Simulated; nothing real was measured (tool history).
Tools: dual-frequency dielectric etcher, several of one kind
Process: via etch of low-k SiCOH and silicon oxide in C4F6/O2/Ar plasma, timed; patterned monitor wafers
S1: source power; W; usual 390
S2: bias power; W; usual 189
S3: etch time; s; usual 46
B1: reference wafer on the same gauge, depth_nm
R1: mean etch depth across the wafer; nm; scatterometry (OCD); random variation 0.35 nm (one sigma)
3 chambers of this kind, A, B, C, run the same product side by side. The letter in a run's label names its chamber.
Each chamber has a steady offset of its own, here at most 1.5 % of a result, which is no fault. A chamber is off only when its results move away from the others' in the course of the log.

Run 1A, hour 5.0: usual settings; B1 100.88. Result: R1 108.680 nm.
Run 2C, hour 9.6: usual settings; B1 101.02. Result: R1 110.430 nm.
Run 3B, hour 14.2: usual settings; B1 100.96. Result: R1 109.880 nm.
Run 4C, hour 18.0: usual settings; B1 100.97. Result: R1 110.630 nm.
Run 5A, hour 22.4: usual settings; B1 100.97. Result: R1 108.740 nm.
Run 6B, hour 26.2: usual settings; B1 101.11. Result: R1 109.420 nm.
Run 7C, hour 30.0: usual settings; B1 101.04. Result: R1 110.840 nm.
Run 8B, hour 34.6: usual settings; B1 101.00. Result: R1 109.570 nm.
Run 9A, hour 37.1: usual settings; B1 101.04. Result: R1 108.760 nm.
Run 10B, hour 41.4: usual settings; B1 101.05. Result: R1 109.770 nm.
Run 11C, hour 45.6: usual settings; B1 101.00. Result: R1 111.000 nm.
Run 12A, hour 50.8: usual settings but S2 234 W; B1 101.05. Result: R1 116.360 nm.
Run 13B, hour 53.6: usual settings but S2 234 W; B1 101.01. Result: R1 117.910 nm.
Run 14A, hour 57.1: usual settings but S2 234 W; B1 101.09. Result: R1 116.970 nm.
Run 15C, hour 60.7: usual settings; B1 100.96. Result: R1 110.600 nm.
Run 16B, hour 63.8: usual settings; B1 100.99. Result: R1 109.040 nm.
Run 17A, hour 66.6: usual settings but S1 450 W, S2 163 W; B1 100.96. Result: R1 110.630 nm.
At hour 66.8: chamber C: source power generator calibrated.
Run 18C, hour 70.1: usual settings but S1 450 W, S2 163 W; B1 101.00. Result: R1 111.730 nm.
Run 19B, hour 74.5: usual settings but S1 450 W, S2 163 W; B1 100.99. Result: R1 110.270 nm.
Run 20C, hour 78.8: usual settings; B1 100.94. Result: R1 110.900 nm.
Run 21A, hour 84.0: usual settings; B1 100.93. Result: R1 108.350 nm.
Run 22A, hour 87.2: usual settings but S3 41 s; B1 101.02. Result: R1 96.709 nm.
Run 23B, hour 91.3: usual settings but S3 41 s; B1 101.01. Result: R1 97.604 nm.
Run 24C, hour 95.7: usual settings but S3 41 s; B1 101.06. Result: R1 98.649 nm.
Run 25A, hour 98.9: usual settings; B1 100.95. Result: R1 109.230 nm.

Is one chamber off against the others, does the gauge drift, or is nothing wrong? If a chamber is off, say which, and what the likeliest cause is.

No chamber stands off beyond its own small offset, and the gauge holds steady.

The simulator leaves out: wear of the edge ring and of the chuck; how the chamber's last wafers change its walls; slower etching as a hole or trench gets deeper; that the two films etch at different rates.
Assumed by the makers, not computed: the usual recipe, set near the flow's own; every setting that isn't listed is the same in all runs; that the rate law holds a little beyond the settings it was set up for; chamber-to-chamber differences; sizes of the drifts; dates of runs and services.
